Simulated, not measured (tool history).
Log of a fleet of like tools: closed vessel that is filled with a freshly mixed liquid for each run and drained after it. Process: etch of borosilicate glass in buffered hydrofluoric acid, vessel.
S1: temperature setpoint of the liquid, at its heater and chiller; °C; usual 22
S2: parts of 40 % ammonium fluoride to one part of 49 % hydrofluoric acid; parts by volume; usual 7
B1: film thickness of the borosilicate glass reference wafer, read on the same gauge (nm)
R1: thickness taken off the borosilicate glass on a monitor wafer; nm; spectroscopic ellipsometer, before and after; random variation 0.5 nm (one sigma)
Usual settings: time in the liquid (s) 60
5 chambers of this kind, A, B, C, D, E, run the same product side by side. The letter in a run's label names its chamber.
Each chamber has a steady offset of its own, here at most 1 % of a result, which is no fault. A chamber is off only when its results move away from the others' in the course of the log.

Run 1A, hour 6.1: usual settings; B1 120.01. Result: R1 94.683 nm.
Run 2D, hour 13.7: usual settings; B1 119.98. Result: R1 95.032 nm.
Run 3B, hour 18.1: usual settings; B1 119.94. Result: R1 93.458 nm.
Run 4C, hour 23.6: usual settings; B1 119.98. Result: R1 94.598 nm.
Run 5E, hour 30.5: usual settings; B1 120.00. Result: R1 93.620 nm.
Run 6E, hour 35.3: usual settings; B1 119.97. Result: R1 93.389 nm.
Run 7C, hour 44.9: usual settings; B1 120.03. Result: R1 93.891 nm.
Run 8D, hour 54.1: usual settings; B1 119.99. Result: R1 94.568 nm.
Run 9A, hour 59.1: usual settings; B1 120.01. Result: R1 92.980 nm.
Run 10B, hour 67.3: usual settings; B1 119.99. Result: R1 93.398 nm.
Run 11E, hour 73.4: usual settings; B1 119.97. Result: R1 93.081 nm.
Run 12D, hour 79.2: usual settings; B1 120.05. Result: R1 95.223 nm.
Run 13A, hour 88.2: usual settings; B1 120.05. Result: R1 93.942 nm.
Run 14C, hour 95.0: usual settings; B1 120.00. Result: R1 93.913 nm.
Run 15B, hour 101.3: usual settings; B1 120.03. Result: R1 93.002 nm.
Run 16E, hour 108.7: usual settings; B1 119.95. Result: R1 91.608 nm.
Run 17D, hour 115.2: usual settings; B1 119.93. Result: R1 94.220 nm.
Run 18C, hour 120.9: usual settings; B1 120.02. Result: R1 93.814 nm.
Run 19A, hour 125.7: usual settings; B1 120.01. Result: R1 93.435 nm.
Run 20B, hour 135.2: usual settings but S2 6 parts by volume, time in the liquid (s) 75; B1 119.98. Result: R1 133.460 nm.
Run 21A, hour 142.6: usual settings but S2 6 parts by volume, time in the liquid (s) 75; B1 119.99. Result: R1 134.620 nm.
Run 22B, hour 150.5: usual settings but S2 6 parts by volume, time in the liquid (s) 75; B1 120.02. Result: R1 134.480 nm.
Run 23D, hour 158.2: usual settings but S2 6 parts by volume, time in the liquid (s) 75; B1 119.97. Result: R1 136.060 nm.
Run 24C, hour 164.4: usual settings but S2 6 parts by volume, time in the liquid (s) 75; B1 119.98. Result: R1 135.510 nm.
Run 25E, hour 170.2: usual settings; B1 120.05. Result: R1 90.517 nm.
Run 26D, hour 176.8: usual settings; B1 119.97. Result: R1 95.184 nm.
Run 27B, hour 183.0: usual settings but S2 6 parts by volume, time in the liquid (s) 70; B1 119.94. Result: R1 126.480 nm.
Run 28E, hour 191.7: usual settings but S2 6 parts by volume, time in the liquid (s) 70; B1 119.97. Result: R1 119.250 nm.
Run 29A, hour 198.1: usual settings but S2 6 parts by volume, time in the liquid (s) 70; B1 120.03. Result: R1 125.310 nm.
Run 30C, hour 207.0: usual settings but S2 6 parts by volume, time in the liquid (s) 70; B1 120.01. Result: R1 125.580 nm.
Run 31A, hour 212.9: usual settings but S2 6 parts by volume, time in the liquid (s) 70; B1 120.02. Result: R1 125.480 nm.

What goes on in this fleet: one chamber off, a drifting gauge, or nothing beyond the chambers' own small offsets? Name the chamber and the cause, if any.

Chamber E drifts away from the others.
Cause: hydrofluoric acid flow below the setpoint (%) = 5.93.
The log may not tell that from: liquid colder than its thermometer reads (K).

Here are 4 candidates for chamber E's next run, each the usual settings with a change, their results left as question marks. Which one brings its results back in line with what the others give on the usual settings?
In line means no further than this from the other chambers' mean on the usual settings: R1 1.800 nm
Run 32E-1, hour 219.8: usual settings but S1 19.5 °C. Result: R1 ?.
Run 32E-2, hour 219.8: usual settings but S2 6.5 parts by volume. Result: R1 ?.
Run 32E-3, hour 219.8: usual settings but S1 24.5 °C. Result: R1 ?.
Run 32E-4, hour 219.8: usual settings but S2 7.5 parts by volume. Result: R1 ?.

The other chambers' mean on the usual settings: R1 94.001 nm
  run      R1
32E-1  76.406
32E-2  94.630
32E-3  99.928
32E-4  81.076
32E-2 brings the chamber back in line.
